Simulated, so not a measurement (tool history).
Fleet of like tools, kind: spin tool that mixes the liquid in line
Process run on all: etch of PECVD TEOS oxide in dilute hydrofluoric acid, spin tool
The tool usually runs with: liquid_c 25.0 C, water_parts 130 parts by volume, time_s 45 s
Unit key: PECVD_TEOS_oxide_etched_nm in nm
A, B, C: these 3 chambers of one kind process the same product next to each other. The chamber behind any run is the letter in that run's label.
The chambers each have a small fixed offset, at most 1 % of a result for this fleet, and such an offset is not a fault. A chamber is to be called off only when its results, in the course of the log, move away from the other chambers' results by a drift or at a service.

run	day	liquid_c	water_parts	time_s	hours since the thermometer was replaced	hours since the hydrofluoric acid flow meter was replaced	read-back film thickness of the PECVD TEOS oxide reference wafer, read on the same gauge (nm)	PECVD_TEOS_oxide_etched_nm
1C	0.250	25.0	130	45	1063.4	200.3	139.99	4.2329
2B	0.525	25.0	130	45	34.0	465.9	140.00	4.1671
3A	0.821	25.0	130	45	1757.0	85.8	140.00	4.2259
4B	1.112	25.0	130	45	48.1	480.0	139.99	4.1827
5A	1.279	25.0	130	45	1768.0	96.8	140.00	4.1304
6C	1.450	25.0	130	45	1092.2	229.1	140.01	4.2125
7A	1.733	25.0	130	45	1778.9	107.7	140.02	4.2621
8C	1.875	25.0	130	45	1102.4	239.3	140.00	4.2310
9B	2.150	25.0	130	25	73.0	504.9	140.01	2.3236
10A	2.304	25.0	130	25	1792.6	121.4	140.01	2.3243
11B	2.512	25.0	130	25	81.7	513.6	140.00	2.3301
12C	2.779	25.0	130	45	1124.1	261.0	139.99	4.2560
13B	3.021	25.0	130	45	93.9	525.8	139.97	4.2071
14A	3.183	25.0	130	45	1813.7	142.5	140.00	4.2078
15C	3.350	29.5	155	45	1137.8	274.7	140.03	4.1342
16B	3.538	29.5	155	45	106.3	538.2	139.99	4.0213
17A	3.829	29.5	155	45	1829.2	158.0	140.03	4.0254
18C	4.004	25.0	130	25	1153.5	290.4	139.99	2.4006
19C	4.238	25.0	130	25	1159.1	296.0	140.00	2.3783
20A	4.521	25.0	130	25	1845.8	174.6	139.97	2.3231
21B	4.721	25.0	130	45	134.7	566.6	140.00	4.1414
# day 4.946: chamber B: hydrofluoric acid flow meter replaced
22B	4.946	25.0	130	45	140.1	0.1	140.02	4.1353
23A	5.138	25.0	130	45	1860.6	189.4	140.00	4.1697
24C	5.412	25.0	130	45	1187.3	324.2	140.01	4.3526
25C	5.688	25.0	130	45	1193.9	330.8	140.01	4.4083
26A	5.888	25.0	130	45	1878.6	207.4	139.98	4.1694
27B	6.021	25.0	130	45	165.9	25.9	139.99	4.1503
28C	6.271	25.0	130	45	1207.9	344.8	140.00	4.4012
29B	6.496	25.0	130	45	177.3	37.3	140.01	4.1532
30A	6.658	25.0	130	45	1897.1	225.9	140.00	4.2199
31C	6.808	25.0	130	45	1220.8	357.7	139.99	4.4826
32A	7.029	25.0	155	25	1906.0	234.8	140.00	1.9010
33B	7.200	25.0	155	25	194.2	54.2	139.97	1.8711
34B	7.342	25.0	155	25	197.6	57.6	140.00	1.8813
35C	7.583	25.0	130	45	1239.4	376.3	140.01	4.5245
36A	7.875	25.0	130	45	1926.3	255.1	140.01	4.2141
37A	8.088	25.0	130	45	1931.4	260.2	139.99	4.2023
38B	8.242	25.0	130	45	219.2	79.2	139.98	4.1650
39C	8.483	25.0	85	45	1261.0	397.9	140.01	7.2840
40B	8.775	25.0	85	45	232.0	92.0	140.02	6.8112
41A	8.938	25.0	85	45	1951.8	280.6	139.99	6.7209
42C	9.225	25.0	130	45	1278.8	415.7	140.00	4.5517

Next, every chamber runs the same settings. What will each give?
43A	9.442	27.5	130	45				?
43B	9.442	27.5	130	45				?
43C	9.442	27.5	130	45				?

run	PECVD_TEOS_oxide_etched_nm
43A	4.6016
43B	4.5988
43C	5.0271
